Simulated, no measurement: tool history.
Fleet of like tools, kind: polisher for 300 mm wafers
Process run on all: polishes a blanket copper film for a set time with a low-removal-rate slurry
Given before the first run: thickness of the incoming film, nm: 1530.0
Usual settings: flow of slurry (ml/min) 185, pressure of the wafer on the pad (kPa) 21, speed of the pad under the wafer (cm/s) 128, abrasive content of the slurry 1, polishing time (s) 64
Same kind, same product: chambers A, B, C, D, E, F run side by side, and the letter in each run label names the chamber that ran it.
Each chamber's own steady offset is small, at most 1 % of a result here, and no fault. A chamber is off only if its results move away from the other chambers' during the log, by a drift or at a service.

run   hour  flow of slurry (ml/min)  pressure of the wafer on the pad (kPa)  speed of the pad under the wafer (cm/s)  abrasive content of the slurry  polishing time (s)  film removed (Å)
 1A    6.8                      185                                      21                                      128                               1                  64            2461.9
 2F   13.3                      185                                      21                                      128                               1                  64            2521.9
      16.2  -- chamber B: worn pad replaced by a new one
 3D   19.7                      185                                      21                                      128                               1                  64            2504.1
 4E   25.1                      185                                      21                                      128                               1                  64            2464.8
 5C   30.7                      185                                      21                                      128                               1                  57            2265.5
      34.8  -- chamber D: worn pad replaced by a new one
 6B   34.8                      185                                      21                                      128                               1                  57            2224.9
 7B   38.8                      185                                      21                                      128                               1                  57              2222
 8C   42.9                      185                                      21                                      128                               1                  57            2225.5
 9E   47.4                      185                                      21                                      128                               1                  57            2221.3
10A   52.7                      185                                      21                                      128                               1                  57            2206.6
11F   57.8                      185                                      21                                      128                               1                  64            2517.5
      57.9  -- chamber F: slurry nozzle cleaned
12D   64.3                      185                                      21                                      128                               1                  64              2483
13D   68.7                      185                                      21                                      128                               1                  64            2528.1
14F   72.8                      185                                      21                                      128                               1                  64              2545
15C   75.8                      185                                      21                                      128                               1                  64            2504.6
      77.3  -- chamber B: slurry blender recalibrated
16A   79.7                      185                                      21                                      128                               1                  64            2497.4
      80.5  -- chamber A: slurry nozzle cleaned
17E   82.7                      185                                      21                                      128                               1                  64            2544.4
      83.8  -- chamber B: head pressure recalibrated
      85.1  -- chamber A: worn pad replaced by a new one
18B   86.7                      185                                      21                                      128                               1                  64            2505.4
      88.4  -- chamber F: worn pad replaced by a new one
19F   91.7                      185                                      21                                      128                               1                  64              2555
20B     95                      185                                      21                                      128                               1                  64            2489.1
21E  100.2                      185                                      21                                      128                               1                  64            2510.6
22D    104                      185                                      21                                      128                               1                  64            2517.8
23A  109.9                      185                                      21                                      128                               1                  64              2448
     111.9  -- chamber E: slurry nozzle cleaned
24C  113.5                      185                                      21                                      128                               1                  64            2458.4
25E  116.6                      185                                      21                                      128                               1                  64            2476.5
26F  120.2                      185                                      21                                      128                               1                  64            2515.7
27C  124.3                      185                                      21                                      128                               1                  64            2394.7
28A  129.4                      185                                      21                                      128                               1                  64            2479.1
       134  -- chamber E: slurry blender recalibrated
29B  135.9                      185                                      21                                      128                               1                  64            2500.8
30D  140.6                      185                                      21                                      128                               1                  64            2517.7
     142.7  -- chamber C: worn pad replaced by a new one
     143.5  -- chamber A: slurry blender recalibrated
31C    144                      185                                      21                                      128                               1                  64            2415.8
32D  150.5                      185                                      21                                      128                               1                  64            2505.3
     150.7  -- chamber D: worn pad replaced by a new one
33F  155.3                      185                                      21                                      128                             0.9                  54            2054.3
34E  160.7                      185                                      21                                      128                             0.9                  54            2085.4
35A  164.9                      185                                      21                                      128                             0.9                  54            2028.3
36B  169.7                      185                                      21                                      128                             0.9                  54            2029.1
37E  176.5                      185                                      21                                      128                             0.9                  54              2072
     179.6  -- chamber D: head pressure recalibrated
38D  179.9                      185                                      21                                      128                             0.9                  54            2078.3

Is one chamber out of step, is the gauge drifting, or do the chambers differ by no more than their own small offsets? For an off chamber, give its letter and the likeliest cause.

Chamber C drifts away from the others.
Likeliest cause: abrasive missing from the slurry, % = 27.5.
From this log alone, it may not be told apart from: slurry flow missing at the pad, %; head's pressure below its setpoint, %.

Chamber C could run next with any of the 4 candidate recipes listed below; each alters the usual settings, and their results appear as question marks. Which one brings its results back in line with what the other chambers deliver on the usual settings?
Counts as in line when no further than this from what the other chambers average on the usual settings: film removed (Å) 110
39C-1  184.9                      185                                    20.7                                      120                               1                  64                 ?
39C-2  184.9                      185                                    21.4                                      134                               1                  67                 ?
39C-3  184.9                      180                                    17.9                                      128                               1                  64                 ?
39C-4  184.9                      185                                    21.4                                      130                               1                  65                 ?

On the usual settings, the other chambers give on average: film removed (Å) 2491.8
  run  film removed (Å)
39C-1            2185.4
39C-2            2645.6
39C-3            2009.7
39C-4            2488.9
It is 39C-4 that realigns the chamber with its peers.

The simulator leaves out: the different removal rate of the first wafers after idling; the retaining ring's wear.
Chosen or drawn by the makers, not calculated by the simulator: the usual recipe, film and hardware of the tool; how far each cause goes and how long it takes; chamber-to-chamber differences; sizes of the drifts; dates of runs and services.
